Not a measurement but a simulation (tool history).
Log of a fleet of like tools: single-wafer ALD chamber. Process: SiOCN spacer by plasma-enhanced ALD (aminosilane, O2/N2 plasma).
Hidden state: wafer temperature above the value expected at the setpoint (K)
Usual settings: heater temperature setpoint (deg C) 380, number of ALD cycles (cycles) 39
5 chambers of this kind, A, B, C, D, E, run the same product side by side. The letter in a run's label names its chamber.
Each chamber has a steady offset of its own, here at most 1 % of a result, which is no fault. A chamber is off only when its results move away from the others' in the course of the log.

run	day	heater temperature setpoint (deg C)	number of ALD cycles (cycles)	hours since the last thermocouple change	read-back reference wafer on the same gauge, thickness_nm	mean film thickness on the monitor wafer (nm)
1E	0.325	380	39	1056.7	1.9292	2.3567
2D	0.638	380	39	1128.4	1.9290	2.3539
3C	0.808	380	39	884.1	1.9289	2.3289
4A	1.167	380	39	2536.4	1.9287	2.3583
5B	1.492	380	39	1351.9	1.9286	2.3677
6B	1.771	380	39	1358.6	1.9279	2.3585
7E	2.083	380	39	1098.9	1.9275	2.3535
8C	2.462	380	33	923.8	1.9275	1.9718
9A	2.638	380	33	2571.7	1.9275	1.9995
10D	3.017	380	33	1185.5	1.9267	1.9929
11B	3.375	380	33	1397.1	1.9270	1.9978
12A	3.588	380	33	2594.5	1.9263	2.0024
13D	3.950	373	39	1207.9	1.9254	2.3513
14E	4.167	373	39	1148.9	1.9255	2.3483
15C	4.408	373	39	970.5	1.9247	2.3267
16A	4.604	373	39	2618.9	1.9251	2.3630
17D	4.838	373	39	1229.2	1.9247	2.3453
18B	5.079	380	39	1438.0	1.9240	2.3561
19E	5.367	380	39	1177.7	1.9244	2.3539
20C	5.596	380	39	999.0	1.9233	2.3249
21B	5.825	380	39	1455.9	1.9237	2.3518
22D	6.079	380	39	1259.0	1.9235	2.3551
23E	6.258	380	39	1199.1	1.9233	2.3452
24A	6.475	380	39	2663.8	1.9226	2.3576
25C	6.796	373	39	1027.8	1.9223	2.3225
26E	6.971	373	39	1216.2	1.9221	2.3438
27B	7.208	373	39	1489.1	1.9227	2.3539
28C	7.475	373	39	1044.1	1.9216	2.3262
29D	7.758	373	39	1299.3	1.9219	2.3456
30A	8.017	380	39	2700.8	1.9212	2.3522
31B	8.362	380	39	1516.8	1.9207	2.3512
32E	8.550	380	39	1254.1	1.9203	2.3479

All 5 chambers run these settings next. Forecast each chamber's results:
33A	8.829	380	39			?
33B	8.829	380	39			?
33C	8.829	380	39			?
33D	8.829	380	39			?
33E	8.829	380	39			?

run	mean film thickness on the monitor wafer (nm)
33A	2.3588
33B	2.3467
33C	2.3232
33D	2.3451
33E	2.3396
